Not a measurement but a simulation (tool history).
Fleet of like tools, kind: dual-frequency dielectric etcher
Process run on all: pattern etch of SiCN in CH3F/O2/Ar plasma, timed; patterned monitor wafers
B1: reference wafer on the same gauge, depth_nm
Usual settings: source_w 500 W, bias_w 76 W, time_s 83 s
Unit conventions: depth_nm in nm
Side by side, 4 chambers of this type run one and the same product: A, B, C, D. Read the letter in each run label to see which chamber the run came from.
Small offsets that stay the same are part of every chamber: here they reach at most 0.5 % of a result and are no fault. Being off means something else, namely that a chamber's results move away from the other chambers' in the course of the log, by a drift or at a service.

run 1A day=0.367 | source_w=500 bias_w=76 time_s=83 | B1=28.616 | depth_nm=34.512
run 2B day=0.7 | source_w=500 bias_w=76 time_s=83 | B1=28.596 | depth_nm=34.504
run 3C day=1.112 | source_w=500 bias_w=76 time_s=83 | B1=28.598 | depth_nm=34.585
-- day=1.171 chamber A: wet clean of the chamber
run 4D day=1.521 | source_w=500 bias_w=76 time_s=83 | B1=28.593 | depth_nm=34.516
run 5A day=1.938 | source_w=500 bias_w=76 time_s=83 | B1=28.592 | depth_nm=34.52
run 6C day=2.312 | source_w=500 bias_w=76 time_s=83 | B1=28.599 | depth_nm=34.601
run 7B day=2.633 | source_w=500 bias_w=76 time_s=83 | B1=28.61 | depth_nm=34.598
run 8D day=2.908 | source_w=500 bias_w=87 time_s=106 | B1=28.601 | depth_nm=45.972
run 9B day=3.142 | source_w=500 bias_w=87 time_s=106 | B1=28.582 | depth_nm=46.171
run 10C day=3.362 | source_w=500 bias_w=87 time_s=106 | B1=28.597 | depth_nm=46.363
run 11A day=3.683 | source_w=500 bias_w=87 time_s=106 | B1=28.595 | depth_nm=46.139
run 12D day=4.1 | source_w=500 bias_w=61 time_s=94 | B1=28.622 | depth_nm=36.345
run 13B day=4.483 | source_w=500 bias_w=61 time_s=94 | B1=28.604 | depth_nm=36.336
run 14C day=4.958 | source_w=500 bias_w=61 time_s=94 | B1=28.62 | depth_nm=36.288
run 15D day=5.396 | source_w=500 bias_w=61 time_s=94 | B1=28.615 | depth_nm=36.153
run 16A day=5.7 | source_w=500 bias_w=76 time_s=104 | B1=28.589 | depth_nm=43.096
run 17B day=6.125 | source_w=500 bias_w=76 time_s=104 | B1=28.607 | depth_nm=43.154
run 18C day=6.396 | source_w=500 bias_w=76 time_s=104 | B1=28.578 | depth_nm=43.655
run 19A day=6.867 | source_w=500 bias_w=76 time_s=104 | B1=28.593 | depth_nm=43.251
run 20D day=7.129 | source_w=500 bias_w=76 time_s=83 | B1=28.601 | depth_nm=34.546
run 21D day=7.462 | source_w=500 bias_w=83 time_s=104 | B1=28.601 | depth_nm=44.488
run 22C day=7.808 | source_w=500 bias_w=83 time_s=104 | B1=28.603 | depth_nm=44.891
run 23A day=8.104 | source_w=500 bias_w=83 time_s=104 | B1=28.627 | depth_nm=44.401
run 24B day=8.367 | source_w=500 bias_w=83 time_s=104 | B1=28.593 | depth_nm=44.438
run 25B day=8.608 | source_w=500 bias_w=76 time_s=83 | B1=28.604 | depth_nm=34.553
run 26A day=8.912 | source_w=500 bias_w=76 time_s=83 | B1=28.602 | depth_nm=34.492
run 27D day=9.325 | source_w=500 bias_w=76 time_s=103.5 | B1=28.596 | depth_nm=42.871
run 28C day=9.779 | source_w=500 bias_w=76 time_s=103.5 | B1=28.603 | depth_nm=43.432
run 29C day=10.183 | source_w=500 bias_w=76 time_s=103.5 | B1=28.612 | depth_nm=43.095
-- day=10.45 chamber D: wet clean of the chamber
run 30B day=10.654 | source_w=500 bias_w=76 time_s=103.5 | B1=28.607 | depth_nm=42.915
run 31D day=10.879 | source_w=500 bias_w=76 time_s=83 | B1=28.608 | depth_nm=34.477
run 32A day=11.1 | source_w=500 bias_w=76 time_s=83 | B1=28.6 | depth_nm=34.58
run 33B day=11.567 | source_w=500 bias_w=76 time_s=83 | B1=28.616 | depth_nm=34.498
run 34D day=12.021 | source_w=500 bias_w=76 time_s=83 | B1=28.598 | depth_nm=34.52
run 35A day=12.358 | source_w=500 bias_w=76 time_s=83 | B1=28.58 | depth_nm=34.616
run 36C day=12.8 | source_w=500 bias_w=60 time_s=83 | B1=28.614 | depth_nm=31.849
run 37D day=13.146 | source_w=500 bias_w=60 time_s=83 | B1=28.603 | depth_nm=31.797
run 38A day=13.442 | source_w=500 bias_w=60 time_s=83 | B1=28.616 | depth_nm=31.789
run 39C day=13.754 | source_w=500 bias_w=60 time_s=83 | B1=28.61 | depth_nm=31.899
run 40B day=14.225 | source_w=500 bias_w=76 time_s=83 | B1=28.604 | depth_nm=34.501
run 41A day=14.492 | source_w=500 bias_w=76 time_s=83 | B1=28.596 | depth_nm=34.51
run 42C day=14.967 | source_w=500 bias_w=76 time_s=83 | B1=28.599 | depth_nm=34.609

Is one chamber out of step, is the gauge drifting, or do the chambers differ by no more than their own small offsets? For an off chamber, give its letter and the likeliest cause.

Neither any chamber nor the gauge drifts; the chambers differ only by their own small, steady offsets.

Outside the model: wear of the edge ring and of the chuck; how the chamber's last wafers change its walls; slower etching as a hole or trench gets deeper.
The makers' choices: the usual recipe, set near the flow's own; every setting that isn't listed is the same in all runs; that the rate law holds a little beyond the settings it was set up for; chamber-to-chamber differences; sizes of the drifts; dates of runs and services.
